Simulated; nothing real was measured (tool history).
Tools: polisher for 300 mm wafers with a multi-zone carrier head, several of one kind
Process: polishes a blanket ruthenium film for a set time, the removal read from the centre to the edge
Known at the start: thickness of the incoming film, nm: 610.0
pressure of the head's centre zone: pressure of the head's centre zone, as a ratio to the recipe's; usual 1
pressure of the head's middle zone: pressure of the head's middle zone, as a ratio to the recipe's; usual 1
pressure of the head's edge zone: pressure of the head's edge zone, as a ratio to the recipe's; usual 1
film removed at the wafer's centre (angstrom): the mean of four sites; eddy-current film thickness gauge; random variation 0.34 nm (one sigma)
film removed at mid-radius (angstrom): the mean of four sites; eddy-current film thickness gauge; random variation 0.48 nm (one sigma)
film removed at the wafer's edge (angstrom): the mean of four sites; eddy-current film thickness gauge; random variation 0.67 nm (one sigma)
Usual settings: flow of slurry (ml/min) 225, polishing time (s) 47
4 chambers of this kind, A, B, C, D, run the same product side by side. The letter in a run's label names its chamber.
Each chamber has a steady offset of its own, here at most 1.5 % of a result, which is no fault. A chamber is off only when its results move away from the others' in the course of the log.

run,hour,flow of slurry (ml/min),pressure of the head's centre zone,pressure of the head's middle zone,pressure of the head's edge zone,polishing time (s),wafers polished on this pad,hours since the slurry nozzle was cleaned,hours since the centre zone pressure was calibrated,hours since the edge zone pressure was calibrated,film removed at the wafer's centre (angstrom),film removed at mid-radius (angstrom),film removed at the wafer's edge (angstrom)
1D,4.3,225,1,1,1,47,836,171.5,61.5,157.2,483.42,476.93,471.52
2B,11.9,225,1,1,1,47,1020,381.5,465.7,48.7,475.75,474.22,468.64
# hour 15.2: chamber B: worn pad replaced by a new one
3C,16.1,225,1,1,1,47,739,61.9,513.4,387.2,483.16,479.02,488.96
# hour 20.7: chamber A: worn pad replaced by a new one
4A,22.4,225,1,1,1,47,26,292.7,1112.9,1593.7,479.83,475.47,461.14
5B,27.6,255,1,1,1.11,47,187,397.2,481.4,64.4,482.6,482.15,517.17
6A,31.5,255,1,1,1.11,47,164,301.8,1122,1602.8,492.54,483.77,508.18
7C,36.6,255,1,1,1.11,47,1049,82.4,533.9,407.7,484.23,479.96,511.64
# hour 39.8: chamber B: slurry nozzle cleaned
8D,43.1,255,1,1,1.11,47,1422,210.3,100.3,196,489.96,481.25,506.42
# hour 45: chamber D: worn pad replaced by a new one
9C,50.1,225,0.91,1,0.9,47,1253,95.9,547.4,421.2,435.88,478.66,453.62
# hour 51.1: chamber C: worn pad replaced by a new one
10A,58.3,225,0.91,1,0.9,47,569,328.6,1148.8,1629.6,426.54,479.14,448.93
11B,62,225,0.91,1,0.9,47,707,22.3,515.8,98.8,433.18,475.41,448.9
# hour 64.2: chamber A: edge zone pressure recalibrated
12D,66.1,225,0.91,1,0.9,47,319,233.3,123.3,219,431.36,473.16,453.49
13B,73.5,225,1,1,1,47,881,33.8,527.3,110.3,477.45,482.97,472.54
# hour 76.6: chamber A: worn pad replaced by a new one
14D,78.4,225,1,1,1,47,505,245.6,135.6,231.3,479.34,469.64,482.03
15C,86.4,225,1,1,1,47,533,132.2,583.7,457.5,481.82,470.71,476.2
# hour 91.3: chamber B: worn pad replaced by a new one
16A,94.4,225,1,1,1,47,269,364.7,1184.9,30.3,483.12,473.12,472.73
# hour 96: chamber D: slurry nozzle cleaned
17D,100.1,225,1,1,1,47,833,4.2,157.3,253,480.81,473.13,476.65
18A,106.7,225,1,1,1,47,455,377,1197.2,42.6,477.83,478.08,474.8
19B,112.7,225,1,1,1,47,323,73,566.5,149.5,478.67,481.4,486.69
20C,119.6,225,1,1,1,47,1035,165.4,616.9,490.7,483.05,476.98,481.3
21D,125.7,225,1,1,1,47,1220,29.8,182.9,278.6,481.57,475.62,461.85
# hour 129: chamber C: worn pad replaced by a new one
22A,130.4,225,1,1,1,47,813,400.7,1220.9,66.3,475.07,481.66,471.03
# hour 132.6: chamber A: worn pad replaced by a new one
# hour 133.3: chamber D: worn pad replaced by a new one
23C,134.7,225,1,1,1,47,86,180.5,632,505.8,481.68,479.76,486.03
24B,139.6,225,1.05,0.92,1,47,729,99.9,593.4,176.4,502.37,441.35,481.18
25A,144.8,225,1.05,0.92,1,47,184,415.1,1235.3,80.7,496.04,434.87,466.32
26D,150.5,225,1.05,0.92,1,47,261,54.6,207.7,303.4,508.87,447.67,473.11
# hour 156.4: chamber B: worn pad replaced by a new one
27B,158.5,225,1.05,0.92,1,47,32,118.8,612.3,195.3,500.88,441.9,475.13
# hour 158.7: chamber A: centre zone pressure recalibrated
28C,163.5,225,1,1,1,47,521,209.3,660.8,534.6,483.53,469.84,483.89
29A,171.4,225,1,1,1,47,586,441.7,12.8,107.3,437.53,477.75,483.83
# hour 176.6: chamber B: centre zone pressure recalibrated
30C,178.5,225,1,1,1,47,748,224.3,675.8,549.6,482.44,478.1,474.86
# hour 179.3: chamber A: worn pad replaced by a new one
31D,184.6,225,1,1,1.06,37,776,88.7,241.8,337.5,377.31,373.06,382.5
32B,192.4,225,1,1,1.06,37,544,152.7,15.9,229.2,377.41,377.9,383.21
33A,199.2,225,1,1,1.06,37,301,469.5,40.6,135.1,343.77,373.09,382.03
34C,207.1,225,1,1,1.06,37,1180,252.9,704.4,578.2,382.78,375.2,403.35
# hour 210.4: chamber D: worn pad replaced by a new one
35D,213.1,225,1,1,1,47,40,117.2,270.3,366,479.07,468.01,482.72
36B,217.2,225,1,1,1,47,919,177.5,40.7,254,476.1,475.86,464.66
37A,221.7,225,1,1,1,47,641,492,63.1,157.6,443.81,480.83,486.2
# hour 223.8: chamber C: worn pad replaced by a new one
# hour 225.1: chamber A: worn pad replaced by a new one
38B,225.4,225,1,1,1,47,1043,185.7,48.9,262.2,477.63,466.03,475.91
39D,229,225,1,1,1,47,281,133.1,286.2,381.9,479.83,464.04,473.56
40C,233.6,225,1,1,1,47,148,279.4,730.9,604.7,484.47,475.24,482.72
41A,238.9,225,1,1,1,47,209,509.2,80.3,174.8,433,471.72,484.42
# hour 239.4: chamber B: worn pad replaced by a new one
42C,244.5,225,1,1,1,47,313,290.3,741.8,615.6,479.33,474.85,470.89
43B,251.6,225,1,1,1,47,185,211.9,75.1,288.4,482.63,477.76,475.97
44D,257.8,225,1,1,1,47,716,161.9,315,410.7,474.47,472.28,469.84

What goes on in this fleet: one chamber off, a drifting gauge, or nothing beyond the chambers' own small offsets? Name the chamber and the cause, if any.

A service left chamber A off against the others.
Cause: centre zone's pressure below its setpoint, % = 8.06.

Here are 4 candidates for chamber A's next run, each the usual settings with a change, their results left as question marks. Which one brings its results back in line with what the others give on the usual settings?
In line means no further than this from the other chambers' mean on the usual settings: film removed at the wafer's centre (angstrom) 12; film removed at mid-radius (angstrom) 17; film removed at the wafer's edge (angstrom) 24
45A-1,263.7,220,0.96,1.01,1.01,47,,,,,?,?,?
45A-2,263.7,220,0.93,1.01,1.03,47,,,,,?,?,?
45A-3,263.7,230,1.04,0.99,0.99,47,,,,,?,?,?
45A-4,263.7,230,1.07,0.98,0.98,48,,,,,?,?,?

The other chambers' mean on the usual settings: film removed at the wafer's centre (angstrom) 480.07; film removed at mid-radius (angstrom) 475.79; film removed at the wafer's edge (angstrom) 476.37
run,film removed at the wafer's centre (angstrom),film removed at mid-radius (angstrom),film removed at the wafer's edge (angstrom)
45A-1,417.16,481.7,478.51
45A-2,402.66,481.76,483.54
45A-3,458.61,475.33,475.59
45A-4,483.23,480.83,483.2
45A-4 brings the chamber back in line.

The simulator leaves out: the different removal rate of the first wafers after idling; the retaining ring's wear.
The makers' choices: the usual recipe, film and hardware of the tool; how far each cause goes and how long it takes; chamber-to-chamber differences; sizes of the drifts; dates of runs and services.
